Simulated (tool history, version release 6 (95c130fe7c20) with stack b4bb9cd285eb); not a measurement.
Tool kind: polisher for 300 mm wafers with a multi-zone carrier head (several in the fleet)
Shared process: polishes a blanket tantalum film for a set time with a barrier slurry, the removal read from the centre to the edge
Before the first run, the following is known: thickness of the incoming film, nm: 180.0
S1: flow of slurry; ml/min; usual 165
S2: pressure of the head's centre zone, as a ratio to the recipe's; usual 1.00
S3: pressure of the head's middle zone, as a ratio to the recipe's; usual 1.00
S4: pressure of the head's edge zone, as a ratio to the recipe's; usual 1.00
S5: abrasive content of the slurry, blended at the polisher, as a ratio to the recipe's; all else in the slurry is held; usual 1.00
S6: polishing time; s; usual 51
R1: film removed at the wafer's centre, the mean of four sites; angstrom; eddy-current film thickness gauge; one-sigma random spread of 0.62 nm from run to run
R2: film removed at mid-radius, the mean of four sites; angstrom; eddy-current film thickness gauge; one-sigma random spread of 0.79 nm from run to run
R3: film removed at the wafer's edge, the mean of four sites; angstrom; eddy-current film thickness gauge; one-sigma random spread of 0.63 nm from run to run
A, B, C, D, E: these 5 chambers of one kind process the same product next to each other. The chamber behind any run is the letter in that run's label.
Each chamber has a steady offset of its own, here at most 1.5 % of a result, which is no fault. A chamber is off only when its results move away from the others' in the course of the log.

run   hour   S1    S2    S3    S4    S5  S6      R1      R2      R3
 1A    8.8  165  1.00  1.00  1.00  1.00  51  760.52  764.94  765.44
 2B   18.7  165  1.00  1.00  1.00  1.00  51  764.33  765.13  752.72
 3D   28.1  165  1.00  1.00  1.00  1.00  51  755.15  754.33  753.06
      29.0  -- chamber E: worn pad replaced by a new one
 4E   37.4  165  1.00  1.00  1.00  1.00  51  755.50  756.76  769.97
 5C   43.7  165  1.00  1.00  1.00  1.00  51  765.58  759.69  743.66
 6E   49.4  165  1.00  1.08  1.00  1.15  51  777.94  837.55  804.90
 7D   59.8  165  1.00  1.08  1.00  1.15  51  800.78  840.62  796.29
 8B   66.2  165  1.00  1.08  1.00  1.15  51  803.58  864.72  787.56
      70.0  -- chamber C: worn pad replaced by a new one
      70.0  -- chamber B: centre zone pressure recalibrated
 9C   73.5  165  1.00  1.08  1.00  1.15  51  803.90  856.73  780.31
      77.3  -- chamber C: edge zone pressure recalibrated
      77.8  -- chamber A: worn pad replaced by a new one
10A   81.9  165  1.00  1.08  1.00  1.15  51  800.89  862.64  789.32
11B   88.9  165  1.00  1.00  1.00  1.00  51  766.25  762.95  765.60
      90.1  -- chamber B: worn pad replaced by a new one
      94.3  -- chamber A: edge zone pressure recalibrated
12D   99.6  130  1.00  0.89  1.00  1.00  51  714.40  655.91  742.31
     105.3  -- chamber D: worn pad replaced by a new one
13A  110.3  130  1.00  0.89  1.00  1.00  51  717.23  658.92  740.45
14C  118.7  130  1.00  0.89  1.00  1.00  51  733.59  659.38  732.38
15E  128.6  130  1.00  0.89  1.00  1.00  51  723.84  658.57  739.88
     133.7  -- chamber C: centre zone pressure recalibrated
16E  138.5  130  1.00  0.89  1.00  1.00  51  718.19  654.38  738.89
     138.8  -- chamber C: worn pad replaced by a new one
     149.1  -- chamber E: slurry nozzle cleaned
17B  149.4  165  1.00  1.00  1.00  1.00  51  759.37  761.94  744.86
18A  160.1  165  1.00  1.00  1.00  1.00  51  765.01  775.20  767.51
     166.5  -- chamber E: worn pad replaced by a new one
19D  167.7  165  1.00  1.00  1.00  1.00  51  769.80  765.85  757.06
     168.9  -- chamber A: worn pad replaced by a new one
20C  174.2  165  1.00  1.00  1.00  1.00  51  854.16  759.47  747.94
21A  180.9  165  1.00  1.00  1.00  1.00  51  765.27  763.68  760.41
22C  186.0  165  0.92  1.00  0.94  1.00  51  767.56  750.30  715.83
23E  193.4  165  0.92  1.00  0.94  1.00  51  697.31  759.89  752.88
24B  200.8  165  0.92  1.00  0.94  1.00  51  704.51  754.93  729.74
25D  208.2  165  0.92  1.00  0.94  1.00  51  698.89  752.08  734.42
     210.9  -- chamber B: worn pad replaced by a new one
     213.2  -- chamber C: worn pad replaced by a new one
26C  216.8  165  0.92  1.00  0.94  1.00  51  780.60  753.14  734.95
     217.0  -- chamber D: edge zone pressure recalibrated
     219.9  -- chamber B: edge zone pressure recalibrated
27A  223.9  215  1.00  1.00  1.00  1.00  51  796.72  807.47  796.03
28D  232.6  215  1.00  1.00  1.00  1.00  51  806.70  792.06  793.77
     235.5  -- chamber D: worn pad replaced by a new one
29E  243.7  215  1.00  1.00  1.00  1.00  51  789.56  802.88  800.78
     244.2  -- chamber A: worn pad replaced by a new one
     246.5  -- chamber D: slurry nozzle cleaned
30B  252.5  215  1.00  1.00  1.00  1.00  51  806.07  806.10  791.42
31E  263.6  215  1.00  1.00  1.00  1.00  51  794.58  786.63  782.75
     270.3  -- chamber C: worn pad replaced by a new one
32A  271.4  165  1.00  1.00  1.00  1.00  51  761.78  762.66  766.33
33B  282.0  165  1.00  1.00  1.00  1.00  51  762.01  751.51  761.38
34D  292.3  165  1.00  1.00  1.00  1.00  51  773.49  749.04  764.73
35C  301.5  165  1.00  1.00  1.00  1.00  51  846.12  750.92  755.43
     304.5  -- chamber E: worn pad replaced by a new one
36D  310.9  165  1.00  1.00  1.00  1.00  51  775.51  744.11  769.63
     317.6  -- chamber A: worn pad replaced by a new one
37A  319.3  165  1.00  1.00  1.00  0.70  51  682.88  685.25  688.53
38E  325.0  165  1.00  1.00  1.00  0.70  51  671.50  674.65  672.31

Next, all 5 chambers run the settings below, one line each with question marks for the results. What does each chamber give?
39A  333.1  165  1.00  1.00  1.00  1.00  51   ?   ?   ?
39B  333.1  165  1.00  1.00  1.00  1.00  51   ?   ?   ?
39C  333.1  165  1.00  1.00  1.00  1.00  51   ?   ?   ?
39D  333.1  165  1.00  1.00  1.00  1.00  51   ?   ?   ?
39E  333.1  165  1.00  1.00  1.00  1.00  51   ?   ?   ?

run      R1      R2      R3
39A  749.65  775.58  774.44
39B  768.46  755.64  752.84
39C  860.32  738.28  754.90
39D  760.74  756.85  772.20
39E  762.46  755.18  769.32
